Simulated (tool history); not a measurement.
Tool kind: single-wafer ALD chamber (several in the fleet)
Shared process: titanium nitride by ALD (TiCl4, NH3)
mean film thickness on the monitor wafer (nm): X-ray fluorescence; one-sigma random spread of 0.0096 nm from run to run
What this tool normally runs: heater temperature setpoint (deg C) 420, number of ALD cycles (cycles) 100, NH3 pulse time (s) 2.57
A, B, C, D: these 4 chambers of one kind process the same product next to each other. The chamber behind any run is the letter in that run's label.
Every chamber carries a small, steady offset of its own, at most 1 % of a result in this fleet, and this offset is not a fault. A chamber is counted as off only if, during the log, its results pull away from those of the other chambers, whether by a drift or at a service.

run,day,heater temperature setpoint (deg C),number of ALD cycles (cycles),NH3 pulse time (s),hours since the last thermocouple change,"read-back reference wafer on the same gauge, thickness_nm",mean film thickness on the monitor wafer (nm)
1A,0.383,420,100,2.57,44.1,2.3333,2.2213
2D,0.692,420,100,2.57,391.1,2.3339,2.2351
3B,1.112,420,100,2.57,1297.1,2.3306,2.2397
4C,1.529,420,100,2.57,307.4,2.3328,2.2279
5B,1.833,420,100,2.57,1314.4,2.3301,2.2305
6C,2.171,420,100,2.57,322.8,2.3297,2.2091
7D,2.671,420,100,2.57,438.6,2.3282,2.2404
8A,3.062,420,100,2.57,108.4,2.3335,2.2353
9B,3.304,413,100,2.57,1349.7,2.3307,2.2455
10A,3.762,413,100,2.57,125.2,2.3271,2.2293
11C,4.008,413,100,2.57,366.9,2.3295,2.2142
12D,4.312,413,100,2.57,478,2.333,2.2462
13B,4.729,412,100,2.57,1383.9,2.3314,2.2444
14C,5.138,412,100,2.57,394,2.3295,2.2092
15D,5.479,412,100,2.57,506,2.3326,2.2411
16A,5.938,412,100,2.57,177.4,2.3277,2.2343
17C,6.296,420,100,2.57,421.8,2.327,2.2178
18B,6.588,420,93,2.25,1428.5,2.3277,2.0821
19A,7.029,420,93,2.25,203.6,2.3288,2.0741
20D,7.433,420,93,2.25,552.9,2.3304,2.0711
21C,7.771,420,93,2.25,457.2,2.3318,2.0558
22B,8.138,420,100,2.57,1465.7,2.3309,2.2467
23A,8.529,420,100,2.57,239.6,2.3296,2.2416
24D,8.875,420,100,2.57,587.5,2.3264,2.2582
25C,9.279,420,109,2.57,493.4,2.333,2.4222
26B,9.733,420,109,2.57,1504,2.3295,2.458

What goes on in this fleet: one chamber off, a drifting gauge, or nothing beyond the chambers' own small offsets? Name the chamber and the cause, if any.

No chamber is off and the gauge is stable; the differences are just each chamber's small, constant offset.

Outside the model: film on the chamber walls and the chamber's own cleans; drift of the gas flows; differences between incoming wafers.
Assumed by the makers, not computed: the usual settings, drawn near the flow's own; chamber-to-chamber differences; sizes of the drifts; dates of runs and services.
